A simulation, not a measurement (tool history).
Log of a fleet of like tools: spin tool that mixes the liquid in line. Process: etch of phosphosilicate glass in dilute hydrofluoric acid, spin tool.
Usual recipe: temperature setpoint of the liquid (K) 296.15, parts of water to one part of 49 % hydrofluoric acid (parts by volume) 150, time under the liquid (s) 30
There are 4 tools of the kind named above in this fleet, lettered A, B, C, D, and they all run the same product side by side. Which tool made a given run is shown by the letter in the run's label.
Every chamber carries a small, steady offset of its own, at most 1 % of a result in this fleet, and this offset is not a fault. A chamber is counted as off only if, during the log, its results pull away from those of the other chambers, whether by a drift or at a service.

run	day	temperature setpoint of the liquid (K)	parts of water to one part of 49 % hydrofluoric acid (parts by volume)	time under the liquid (s)	read-back film thickness of the phosphosilicate glass reference wafer, read on the same gauge (nm)	thickness taken off the phosphosilicate glass on a monitor wafer (angstrom)
# day 0.021: chamber A: hydrofluoric acid flow meter replaced
1C	0.367	296.15	150	30	110.01	110.19
2B	0.562	296.15	150	30	110.04	109.57
3D	0.788	296.15	150	30	110.02	111.65
# day 0.846: chamber D: thermometer replaced
4A	0.979	296.15	150	30	109.99	110.17
5A	1.15	296.15	150	30	109.99	109.42
6C	1.471	296.15	150	30	110	109.31
7D	1.817	300.15	150	30	109.98	128.43
8B	2.054	300.15	150	30	110	128.18
9B	2.258	300.15	150	30	110	125.6
10D	2.517	300.15	150	30	110.03	128.08
11A	2.846	296.15	150	15	110.02	54.498
12C	3.121	296.15	150	15	109.99	55.042
13C	3.317	296.15	150	15	110.01	55.512
14B	3.675	296.15	150	15	110.01	55.523
15D	3.908	296.15	150	30	110.01	111.12
16A	4.154	296.15	150	30	109.98	110.1
17B	4.362	296.15	150	30	110	110.77
18A	4.683	296.15	150	30	110.05	110.93
19C	4.896	296.15	150	30	109.99	109.79
20D	5.221	296.15	150	30	109.98	109.72
21C	5.529	296.15	150	30	109.98	111.34
22D	5.783	300.65	150	30	110.01	129.94
23A	5.954	300.65	150	30	110.01	129.37
24B	6.317	300.65	150	30	110.04	130.73
25D	6.65	300.65	150	30	110	130.75
26B	6.942	296.15	150	30	109.98	109.98
27C	7.167	296.15	150	30	110.01	110.06
28A	7.442	296.15	150	30	109.99	109.74
29D	7.738	296.15	150	30	109.99	109.27
30B	7.971	296.15	150	30	109.99	111.36
31C	8.175	296.15	150	30	110	110.57
32A	8.512	296.15	150	30	110.03	109.11

The same settings go to every chamber for the next run, one line per chamber below. Forecast the results for each:
33A	8.779	294.15	150	30		?
33B	8.779	294.15	150	30		?
33C	8.779	294.15	150	30		?
33D	8.779	294.15	150	30		?

run	thickness taken off the phosphosilicate glass on a monitor wafer (angstrom)
33A	100.46
33B	101.67
33C	100.84
33D	102.75

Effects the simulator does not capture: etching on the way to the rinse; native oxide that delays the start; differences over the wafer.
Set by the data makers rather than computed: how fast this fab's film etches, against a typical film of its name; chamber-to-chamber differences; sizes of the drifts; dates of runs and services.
